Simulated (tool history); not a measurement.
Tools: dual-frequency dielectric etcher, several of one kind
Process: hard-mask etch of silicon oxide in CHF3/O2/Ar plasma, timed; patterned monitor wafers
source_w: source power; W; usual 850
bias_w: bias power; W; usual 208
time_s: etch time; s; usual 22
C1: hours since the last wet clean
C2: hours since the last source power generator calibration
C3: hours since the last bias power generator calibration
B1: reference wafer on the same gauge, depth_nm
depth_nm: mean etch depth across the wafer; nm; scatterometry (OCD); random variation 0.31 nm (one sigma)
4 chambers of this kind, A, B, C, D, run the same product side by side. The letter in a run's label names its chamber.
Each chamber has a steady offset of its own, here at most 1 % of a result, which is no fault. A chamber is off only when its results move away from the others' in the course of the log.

{"run": "1B", "day": 0.317, "source_w": 850, "bias_w": 208, "time_s": 22, "C1": 429.7, "C2": 1370, "C3": 2295, "B1": 55.669, "depth_nm": 52.088}
{"day": 0.688, "done": "chamber B: wet clean of the chamber"}
{"run": "2A", "day": 0.817, "source_w": 850, "bias_w": 208, "time_s": 22, "C1": 189.3, "C2": 2232.6, "C3": 4623.5, "B1": 55.525, "depth_nm": 52.671}
{"day": 1.15, "done": "chamber A: bias power generator calibrated"}
{"run": "3C", "day": 1.233, "source_w": 850, "bias_w": 208, "time_s": 22, "C1": 56.4, "C2": 1426.9, "C3": 2020.9, "B1": 55.578, "depth_nm": 52.279}
{"run": "4D", "day": 1.475, "source_w": 850, "bias_w": 208, "time_s": 22, "C1": 288.1, "C2": 1453.6, "C3": 2003.7, "B1": 55.622, "depth_nm": 51.993}
{"run": "5D", "day": 1.904, "source_w": 850, "bias_w": 208, "time_s": 22, "C1": 298.4, "C2": 1463.9, "C3": 2014, "B1": 55.628, "depth_nm": 52.764}
{"run": "6A", "day": 2.454, "source_w": 850, "bias_w": 208, "time_s": 22, "C1": 228.6, "C2": 2271.9, "C3": 31.4, "B1": 55.641, "depth_nm": 51.885}
{"run": "7B", "day": 2.738, "source_w": 850, "bias_w": 208, "time_s": 22, "C1": 49.2, "C2": 1428.1, "C3": 2353.1, "B1": 55.639, "depth_nm": 51.821}
{"run": "8C", "day": 3.279, "source_w": 850, "bias_w": 208, "time_s": 22, "C1": 105.5, "C2": 1476, "C3": 2070, "B1": 55.661, "depth_nm": 52.001}
{"run": "9A", "day": 3.604, "source_w": 850, "bias_w": 208, "time_s": 22, "C1": 256.2, "C2": 2299.5, "C3": 59, "B1": 55.667, "depth_nm": 52.049}
{"run": "10D", "day": 4.1, "source_w": 850, "bias_w": 208, "time_s": 22, "C1": 351.1, "C2": 1516.6, "C3": 2066.7, "B1": 55.611, "depth_nm": 51.979}
{"run": "11C", "day": 4.338, "source_w": 850, "bias_w": 208, "time_s": 22, "C1": 130.9, "C2": 1501.4, "C3": 2095.4, "B1": 55.564, "depth_nm": 51.921}
{"run": "12B", "day": 4.617, "source_w": 850, "bias_w": 208, "time_s": 22, "C1": 94.3, "C2": 1473.2, "C3": 2398.2, "B1": 55.575, "depth_nm": 52.487}
{"run": "13A", "day": 4.962, "source_w": 710, "bias_w": 252, "time_s": 22, "C1": 288.8, "C2": 2332.1, "C3": 91.6, "B1": 55.596, "depth_nm": 52.287}
{"run": "14B", "day": 5.421, "source_w": 710, "bias_w": 252, "time_s": 22, "C1": 113.6, "C2": 1492.5, "C3": 2417.5, "B1": 55.589, "depth_nm": 51.726}
{"run": "15D", "day": 5.679, "source_w": 710, "bias_w": 252, "time_s": 22, "C1": 389, "C2": 1554.5, "C3": 2104.6, "B1": 55.578, "depth_nm": 52.056}
{"run": "16C", "day": 6.217, "source_w": 710, "bias_w": 252, "time_s": 22, "C1": 176, "C2": 1546.5, "C3": 2140.5, "B1": 55.691, "depth_nm": 52.164}
{"run": "17B", "day": 6.717, "source_w": 850, "bias_w": 208, "time_s": 22, "C1": 144.7, "C2": 1523.6, "C3": 2448.6, "B1": 55.617, "depth_nm": 51.879}
{"run": "18A", "day": 7.25, "source_w": 850, "bias_w": 208, "time_s": 22, "C1": 343.7, "C2": 2387, "C3": 146.5, "B1": 55.606, "depth_nm": 52.009}
{"day": 7.446, "done": "chamber C: bias power generator calibrated"}
{"run": "19C", "day": 7.517, "source_w": 850, "bias_w": 208, "time_s": 22, "C1": 207.2, "C2": 1577.7, "C3": 1.8, "B1": 55.618, "depth_nm": 51.936}
{"run": "20D", "day": 8.062, "source_w": 850, "bias_w": 208, "time_s": 22, "C1": 446.2, "C2": 1611.7, "C3": 2161.8, "B1": 55.6, "depth_nm": 52.831}
{"run": "21C", "day": 8.462, "source_w": 850, "bias_w": 208, "time_s": 22, "C1": 229.9, "C2": 1600.4, "C3": 24.5, "B1": 55.567, "depth_nm": 51.552}
{"day": 8.883, "done": "chamber A: wet clean of the chamber"}
{"run": "22A", "day": 8.962, "source_w": 850, "bias_w": 208, "time_s": 22, "C1": 2, "C2": 2428.1, "C3": 187.6, "B1": 55.642, "depth_nm": 50.034}
{"run": "23D", "day": 9.438, "source_w": 850, "bias_w": 208, "time_s": 22, "C1": 479.2, "C2": 1644.7, "C3": 2194.8, "B1": 55.553, "depth_nm": 52.45}
{"run": "24B", "day": 9.992, "source_w": 850, "bias_w": 208, "time_s": 22, "C1": 223.3, "C2": 1602.2, "C3": 2527.2, "B1": 55.493, "depth_nm": 52.132}
{"run": "25D", "day": 10.333, "source_w": 850, "bias_w": 208, "time_s": 22, "C1": 500.7, "C2": 1666.2, "C3": 2216.3, "B1": 55.598, "depth_nm": 52.287}
{"run": "26C", "day": 10.862, "source_w": 850, "bias_w": 208, "time_s": 22, "C1": 287.5, "C2": 1658, "C3": 82.1, "B1": 55.605, "depth_nm": 52.02}
{"run": "27A", "day": 11.204, "source_w": 850, "bias_w": 208, "time_s": 22, "C1": 55.8, "C2": 2481.9, "C3": 241.4, "B1": 55.585, "depth_nm": 50.226}
{"run": "28B", "day": 11.625, "source_w": 850, "bias_w": 208, "time_s": 22, "C1": 262.5, "C2": 1641.4, "C3": 2566.4, "B1": 55.563, "depth_nm": 52.182}
{"run": "29B", "day": 11.871, "source_w": 850, "bias_w": 208, "time_s": 22, "C1": 268.4, "C2": 1647.3, "C3": 2572.3, "B1": 55.537, "depth_nm": 51.597}
{"run": "30C", "day": 12.138, "source_w": 850, "bias_w": 208, "time_s": 22, "C1": 318.1, "C2": 1688.6, "C3": 112.7, "B1": 55.62, "depth_nm": 51.672}
{"run": "31A", "day": 12.429, "source_w": 850, "bias_w": 208, "time_s": 19.5, "C1": 85.2, "C2": 2511.3, "C3": 270.8, "B1": 55.576, "depth_nm": 44.583}
{"run": "32D", "day": 12.846, "source_w": 850, "bias_w": 208, "time_s": 19.5, "C1": 561, "C2": 1726.5, "C3": 2276.6, "B1": 55.564, "depth_nm": 45.891}
{"run": "33D", "day": 13.125, "source_w": 850, "bias_w": 208, "time_s": 19.5, "C1": 567.7, "C2": 1733.2, "C3": 2283.3, "B1": 55.645, "depth_nm": 46.505}
{"run": "34A", "day": 13.6, "source_w": 850, "bias_w": 208, "time_s": 19.5, "C1": 113.3, "C2": 2539.4, "C3": 298.9, "B1": 55.608, "depth_nm": 44.641}
{"run": "35B", "day": 14.112, "source_w": 850, "bias_w": 208, "time_s": 22, "C1": 322.2, "C2": 1701.1, "C3": 2626.1, "B1": 55.61, "depth_nm": 52.506}
{"run": "36C", "day": 14.379, "source_w": 850, "bias_w": 208, "time_s": 22, "C1": 371.9, "C2": 1742.4, "C3": 166.5, "B1": 55.582, "depth_nm": 51.946}
{"day": 14.612, "done": "chamber C: wet clean of the chamber"}
{"run": "37A", "day": 14.667, "source_w": 850, "bias_w": 208, "time_s": 22, "C1": 138.9, "C2": 2565, "C3": 324.5, "B1": 55.529, "depth_nm": 49.813}
{"run": "38C", "day": 15.171, "source_w": 850, "bias_w": 208, "time_s": 22, "C1": 13.5, "C2": 1761.4, "C3": 185.5, "B1": 55.64, "depth_nm": 51.801}
{"run": "39D", "day": 15.721, "source_w": 850, "bias_w": 208, "time_s": 22, "C1": 630, "C2": 1795.5, "C3": 2345.6, "B1": 55.638, "depth_nm": 52.849}
{"run": "40B", "day": 16.179, "source_w": 850, "bias_w": 208, "time_s": 22, "C1": 371.8, "C2": 1750.7, "C3": 2675.7, "B1": 55.591, "depth_nm": 52.098}
{"run": "41B", "day": 16.6, "source_w": 850, "bias_w": 208, "time_s": 22, "C1": 381.9, "C2": 1760.8, "C3": 2685.8, "B1": 55.554, "depth_nm": 51.5}
{"run": "42D", "day": 17.004, "source_w": 850, "bias_w": 256, "time_s": 22, "C1": 660.8, "C2": 1826.3, "C3": 2376.4, "B1": 55.551, "depth_nm": 56.804}

Is one chamber off against the others, does the gauge drift, or is nothing wrong? If a chamber is off, say which, and what the likeliest cause is.

A service left chamber A off against the others.
Cause: etch rate under this chamber's usual, % = 3.44.

Here are 4 candidates for chamber A's next run, each the usual settings with a change, their results left as question marks. Which one brings its results back in line with what the others give on the usual settings?
In line means no further than this from the other chambers' mean on the usual settings: depth_nm 1.1 nm
{"run": "43A-1", "day": 17.4, "source_w": 930, "bias_w": 208, "time_s": 22, "depth_nm": "?"}
{"run": "43A-2", "day": 17.4, "source_w": 840, "bias_w": 206, "time_s": 21.5, "depth_nm": "?"}
{"run": "43A-3", "day": 17.4, "source_w": 850, "bias_w": 204, "time_s": 20.5, "depth_nm": "?"}
{"run": "43A-4", "day": 17.4, "source_w": 870, "bias_w": 211, "time_s": 23.5, "depth_nm": "?"}

The other chambers' mean on the usual settings: depth_nm 52.182 nm
run=43A-1 depth_nm=51.87
run=43A-2 depth_nm=48.601
run=43A-3 depth_nm=46.4
run=43A-4 depth_nm=54.271
43A-1 brings the chamber back in line.
